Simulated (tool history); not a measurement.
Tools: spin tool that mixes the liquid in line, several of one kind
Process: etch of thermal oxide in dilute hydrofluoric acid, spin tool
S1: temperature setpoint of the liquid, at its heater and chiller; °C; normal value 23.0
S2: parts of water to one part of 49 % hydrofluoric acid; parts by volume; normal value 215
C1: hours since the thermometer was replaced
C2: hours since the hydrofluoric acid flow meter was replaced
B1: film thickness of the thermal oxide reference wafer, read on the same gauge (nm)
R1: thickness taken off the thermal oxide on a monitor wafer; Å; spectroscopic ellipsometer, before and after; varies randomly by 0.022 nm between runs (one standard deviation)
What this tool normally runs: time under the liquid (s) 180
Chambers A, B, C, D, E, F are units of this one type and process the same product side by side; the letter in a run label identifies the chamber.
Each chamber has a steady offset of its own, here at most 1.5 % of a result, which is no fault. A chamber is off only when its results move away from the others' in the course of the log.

run 1D hour=4.0 | S1=23.0 S2=215 time_under_the_liquid_(s)=180 | C1=134.2 C2=257.3 | B1=30.007 | R1=33.253
run 2A hour=8.5 | S1=23.0 S2=215 time_under_the_liquid_(s)=180 | C1=551.8 C2=962.4 | B1=29.976 | R1=33.078
run 3B hour=13.3 | S1=23.0 S2=215 time_under_the_liquid_(s)=180 | C1=452.6 C2=383.5 | B1=30.000 | R1=33.471
run 4C hour=17.6 | S1=23.0 S2=215 time_under_the_liquid_(s)=180 | C1=1232.6 C2=1042.0 | B1=29.987 | R1=33.179
run 5E hour=22.1 | S1=23.0 S2=215 time_under_the_liquid_(s)=180 | C1=1693.1 C2=876.3 | B1=29.987 | R1=33.845
run 6F hour=26.9 | S1=23.0 S2=215 time_under_the_liquid_(s)=180 | C1=1289.6 C2=131.6 | B1=30.003 | R1=33.384
run 7A hour=29.7 | S1=23.0 S2=215 time_under_the_liquid_(s)=180 | C1=573.0 C2=983.6 | B1=30.009 | R1=33.024
run 8C hour=32.6 | S1=26.0 S2=160 time_under_the_liquid_(s)=180 | C1=1247.6 C2=1057.0 | B1=30.000 | R1=52.776
run 9E hour=36.6 | S1=26.0 S2=160 time_under_the_liquid_(s)=180 | C1=1707.6 C2=890.8 | B1=30.005 | R1=53.313
run 10D hour=39.6 | S1=26.0 S2=160 time_under_the_liquid_(s)=180 | C1=169.8 C2=292.9 | B1=29.993 | R1=53.463
run 11F hour=44.6 | S1=26.0 S2=160 time_under_the_liquid_(s)=180 | C1=1307.3 C2=149.3 | B1=30.019 | R1=53.033
run 12B hour=49.1 | S1=26.0 S2=160 time_under_the_liquid_(s)=180 | C1=488.4 C2=419.3 | B1=30.003 | R1=52.464
run 13F hour=54.7 | S1=26.0 S2=160 time_under_the_liquid_(s)=180 | C1=1317.4 C2=159.4 | B1=30.007 | R1=53.043
run 14E hour=58.7 | S1=23.0 S2=215 time_under_the_liquid_(s)=180 | C1=1729.7 C2=912.9 | B1=29.981 | R1=33.673
run 15C hour=62.4 | S1=23.0 S2=215 time_under_the_liquid_(s)=180 | C1=1277.4 C2=1086.8 | B1=29.988 | R1=32.968
run 16A hour=66.0 | S1=23.0 S2=215 time_under_the_liquid_(s)=180 | C1=609.3 C2=1019.9 | B1=29.981 | R1=32.970
run 17D hour=68.6 | S1=23.0 S2=215 time_under_the_liquid_(s)=180 | C1=198.8 C2=321.9 | B1=30.034 | R1=33.028
run 18B hour=73.1 | S1=23.0 S2=215 time_under_the_liquid_(s)=180 | C1=512.4 C2=443.3 | B1=30.027 | R1=33.511
run 19A hour=77.2 | S1=23.0 S2=215 time_under_the_liquid_(s)=180 | C1=620.5 C2=1031.1 | B1=30.012 | R1=32.789
run 20C hour=80.0 | S1=23.0 S2=215 time_under_the_liquid_(s)=265 | C1=1295.0 C2=1104.4 | B1=29.971 | R1=48.637
run 21E hour=83.8 | S1=23.0 S2=215 time_under_the_liquid_(s)=265 | C1=1754.8 C2=938.0 | B1=30.018 | R1=48.747
run 22D hour=88.0 | S1=23.0 S2=215 time_under_the_liquid_(s)=265 | C1=218.2 C2=341.3 | B1=29.988 | R1=49.101
run 23F hour=93.3 | S1=23.0 S2=215 time_under_the_liquid_(s)=265 | C1=1356.0 C2=198.0 | B1=29.981 | R1=48.655
run 24B hour=96.9 | S1=23.0 S2=215 time_under_the_liquid_(s)=265 | C1=536.2 C2=467.1 | B1=29.985 | R1=49.102
run 25C hour=101.7 | S1=23.0 S2=215 time_under_the_liquid_(s)=265 | C1=1316.7 C2=1126.1 | B1=29.997 | R1=48.806
run 26A hour=106.5 | S1=23.0 S2=215 time_under_the_liquid_(s)=180 | C1=649.8 C2=1060.4 | B1=29.973 | R1=32.467
run 27B hour=111.6 | S1=23.0 S2=215 time_under_the_liquid_(s)=180 | C1=550.9 C2=481.8 | B1=29.993 | R1=33.240
run 28E hour=117.2 | S1=23.0 S2=215 time_under_the_liquid_(s)=180 | C1=1788.2 C2=971.4 | B1=30.008 | R1=33.360
run 29F hour=122.6 | S1=19.5 S2=215 time_under_the_liquid_(s)=125 | C1=1385.3 C2=227.3 | B1=30.013 | R1=20.096
run 30D hour=126.4 | S1=19.5 S2=215 time_under_the_liquid_(s)=125 | C1=256.6 C2=379.7 | B1=30.010 | R1=20.009
run 31B hour=130.7 | S1=19.5 S2=215 time_under_the_liquid_(s)=125 | C1=570.0 C2=500.9 | B1=30.014 | R1=20.159
run 32D hour=135.6 | S1=19.5 S2=215 time_under_the_liquid_(s)=125 | C1=265.8 C2=388.9 | B1=29.999 | R1=20.209
run 33C hour=139.0 | S1=19.5 S2=215 time_under_the_liquid_(s)=125 | C1=1354.0 C2=1163.4 | B1=30.015 | R1=20.256
run 34E hour=142.8 | S1=19.5 S2=215 time_under_the_liquid_(s)=125 | C1=1813.8 C2=997.0 | B1=30.020 | R1=20.463
run 35A hour=146.7 | S1=23.0 S2=215 time_under_the_liquid_(s)=180 | C1=690.0 C2=1100.6 | B1=29.959 | R1=31.394
run 36F hour=151.1 | S1=23.0 S2=215 time_under_the_liquid_(s)=180 | C1=1413.8 C2=255.8 | B1=29.948 | R1=33.342
run 37A hour=154.0 | S1=23.0 S2=215 time_under_the_liquid_(s)=180 | C1=697.3 C2=1107.9 | B1=30.019 | R1=31.278
run 38F hour=159.4 | S1=27.5 S2=215 time_under_the_liquid_(s)=180 | C1=1422.1 C2=264.1 | B1=30.001 | R1=38.816

Is one chamber off against the others, does the gauge drift, or is nothing wrong? If a chamber is off, say which, and what the likeliest cause is.

One chamber, A, drifts off from the rest bit by bit.
Likeliest cause: liquid colder than its thermometer reads (K) = 1.43.
The log might look much the same if the cause were instead: hydrofluoric acid flow below the setpoint (%).

Which of the 4 candidates below, each the usual settings with something changed and its results left as question marks, puts chamber A back in line with what the other chambers give on the usual settings?
In line here means within this much of the mean the other chambers give on the usual settings: R1 0.790 Å
run 39A-1 hour=163.6 | S1=23.0 S2=215 time_under_the_liquid_(s)=185 | R1=?
run 39A-2 hour=163.6 | S1=23.0 S2=225 time_under_the_liquid_(s)=180 | R1=?
run 39A-3 hour=163.6 | S1=23.0 S2=215 time_under_the_liquid_(s)=175 | R1=?
run 39A-4 hour=163.6 | S1=23.0 S2=210 time_under_the_liquid_(s)=185 | R1=?

Average result of the remaining chambers running the usual settings: R1 33.218 Å
run=39A-1 R1=31.992
run=39A-2 R1=29.426
run=39A-3 R1=30.263
run=39A-4 R1=32.933
It is 39A-4 that realigns the chamber with its peers.
